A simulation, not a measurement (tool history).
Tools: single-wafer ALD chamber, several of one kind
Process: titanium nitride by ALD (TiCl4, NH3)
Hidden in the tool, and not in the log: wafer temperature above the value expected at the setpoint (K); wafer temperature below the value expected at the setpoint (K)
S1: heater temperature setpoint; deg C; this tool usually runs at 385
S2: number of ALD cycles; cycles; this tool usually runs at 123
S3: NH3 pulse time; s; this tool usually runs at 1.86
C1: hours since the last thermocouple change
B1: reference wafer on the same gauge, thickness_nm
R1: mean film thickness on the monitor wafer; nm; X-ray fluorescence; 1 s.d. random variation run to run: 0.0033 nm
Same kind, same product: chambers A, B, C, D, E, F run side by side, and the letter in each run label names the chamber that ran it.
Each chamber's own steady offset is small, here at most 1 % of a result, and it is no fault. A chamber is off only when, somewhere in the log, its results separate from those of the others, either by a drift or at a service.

run,hour,S1,S2,S3,C1,B1,R1
1D,6.5,385,123,1.86,1164,3.179,2.6326
2F,13.4,385,123,1.86,202.4,3.1782,2.6695
3A,17.3,385,123,1.86,926.9,3.1786,2.6656
4E,23.3,385,123,1.86,1524.4,3.1779,2.6552
5B,27,385,123,1.86,95.2,3.1787,2.659
6C,33.8,399,102,1.86,64.5,3.1766,2.2271
7C,39.3,399,102,1.86,70,3.1776,2.2328
8A,44.7,399,102,1.86,954.3,3.1765,2.2375
9F,50.8,399,102,1.86,239.8,3.1759,2.2473
10B,56.2,399,102,1.86,124.4,3.175,2.2392
11E,62.2,399,102,1.86,1563.3,3.1743,2.2326
12D,66.6,390,123,1.86,1224.1,3.175,2.6437
13C,71.3,390,123,1.86,102,3.1741,2.6643
14F,78.4,390,123,1.86,267.4,3.1743,2.6849
15A,83,390,123,1.86,992.6,3.1749,2.6729
16B,88,390,123,1.86,156.2,3.1722,2.6702
17D,93.3,390,123,1.86,1250.8,3.1733,2.6449
18E,99.1,394,141,1.86,1600.2,3.1721,3.0698
19C,104.5,394,141,1.86,135.2,3.1708,3.0633
20F,108.1,394,141,1.86,297.1,3.1714,3.0915
21A,112,394,141,1.86,1021.6,3.1706,3.0739
22D,115.2,394,141,1.86,1272.7,3.1716,3.0401
# hour 120.6: chamber E: thermocouple changed; heater temperature recalibrated
23E,121.3,394,141,1.86,0.8,3.1713,3.0648
24B,127.4,385,123,1.86,195.6,3.1713,2.6511
25F,133.1,385,123,1.86,322.1,3.1695,2.6737
26D,139.9,385,106,1.86,1297.4,3.1694,2.2642
27B,144.9,385,106,1.86,213.1,3.1691,2.2847
28E,150.8,385,106,1.86,30.3,3.1684,2.2828
29A,155.6,385,106,1.86,1065.2,3.1683,2.2916
30C,159.4,385,106,1.86,190.1,3.1675,2.2782
31E,162.9,385,106,1.86,42.4,3.1678,2.2776
32D,166.6,385,123,1.86,1324.1,3.1668,2.628
33F,171.4,385,123,2.21,360.4,3.1671,2.6866
34B,176.6,385,123,2.21,244.8,3.1657,2.6783
35A,181.3,385,123,2.21,1090.9,3.1663,2.6814
36C,184.9,385,123,2.21,215.6,3.1658,2.6691
37F,188.4,385,123,2.21,377.4,3.1654,2.6825
38D,194,385,123,2.21,1351.5,3.1663,2.6495
39A,199.4,385,123,1.86,1109,3.1645,2.6574
40E,205.4,385,123,1.86,84.9,3.1641,2.6486

Read the log: is a single chamber off, either drifting away or since a service, is the gauge that measures every chamber drifting, or is nothing wrong beyond small per-chamber offsets? Name any odd chamber and what most likely caused it.

The gauge drifts, so all chambers seem to drift together. No chamber is off.
Likeliest cause: gauge reads low (%) = 0.508.
